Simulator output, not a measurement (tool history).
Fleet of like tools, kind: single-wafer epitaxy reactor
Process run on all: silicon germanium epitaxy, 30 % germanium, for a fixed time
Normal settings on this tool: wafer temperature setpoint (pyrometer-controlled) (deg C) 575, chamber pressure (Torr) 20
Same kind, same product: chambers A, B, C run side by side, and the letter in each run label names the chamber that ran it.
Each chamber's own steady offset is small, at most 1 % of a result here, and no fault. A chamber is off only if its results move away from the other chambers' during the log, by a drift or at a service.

run,hour,wafer temperature setpoint (pyrometer-controlled) (deg C),chamber pressure (Torr),hours since the last pyrometer calibration,hours since the last manometer calibration,"read-back reference wafer on the same gauge, thickness_nm",mean film thickness on the monitor wafer (angstrom)
1A,7.7,575,20,705.8,168,36.709,370.98
2C,20.4,575,20,885.1,691.3,36.686,365.74
3B,31.6,575,20,1819.3,633.5,36.713,370.54
4B,40.5,575,20,1828.2,642.4,36.718,369.41
5C,46.3,575,20,911,717.2,36.697,368.25
6A,53.6,575,20,751.7,213.9,36.727,371.5
7C,63.2,575,20,927.9,734.1,36.685,368.03
8B,75.9,575,20,1863.6,677.8,36.703,369.84
9A,85.9,575,20,784,246.2,36.684,371.43
10A,94.9,575,20,793,255.2,36.703,371.51
11C,102.9,575,20,967.6,773.8,36.721,368.49
12B,113.1,575,20,1900.8,715,36.72,371.61
13B,123.9,575,20,1911.6,725.8,36.723,371.14
14C,135,575,20,999.7,805.9,36.711,368.82
15A,142.2,575,20,840.3,302.5,36.707,372.46
16C,153.1,575,20,1017.8,824,36.689,368.48
17A,165.8,575,20,863.9,326.1,36.7,370.64
18B,174.1,575,20,1961.8,776,36.713,371.12
19A,180,562,20,878.1,340.3,36.7,288.41
20B,186.1,562,20,1973.8,788,36.734,288.12
21C,192.7,562,20,1057.4,863.6,36.699,284.33
22A,199.6,575,20,897.7,359.9,36.685,370.62
23B,208.1,575,20,1995.8,810,36.696,375.14
24C,214,575,20,1078.7,884.9,36.704,368.95
25A,225,575,20,923.1,385.3,36.694,370.38
26B,236.3,575,20,2024,838.2,36.691,374.67
27C,248,575,20,1112.7,918.9,36.714,367.79
28A,257.3,575,20,955.4,417.6,36.689,370.88

One chamber off, gauge drift, or nothing amiss beyond the chambers' own small offsets? If it is a chamber, which one, and what is the likeliest cause?

Chamber B drifts away from the others.
Most likely cause: wafer temperature above the value expected at the setpoint (K) = 0.796.
The log may not tell that from: true pressure above the setpoint (%).

Chamber B could run next with any of the 4 candidate recipes listed below; each alters the usual settings, and their results appear as question marks. Which one brings its results back in line with what the other chambers deliver on the usual settings?
A result is in line if it is within this distance of the other chambers' mean on the usual settings: mean film thickness on the monitor wafer (angstrom) 3
29B-1,266.5,575,18.4,,,,?
29B-2,266.5,574,20,,,,?
29B-3,266.5,575,21.6,,,,?
29B-4,266.5,576,20,,,,?

Usual-settings mean across the other chambers: mean film thickness on the monitor wafer (angstrom) 369.56
run,mean film thickness on the monitor wafer (angstrom)
29B-1,363.72
29B-2,368.63
29B-3,387.51
29B-4,383.29
29B-2 brings the chamber back in line.
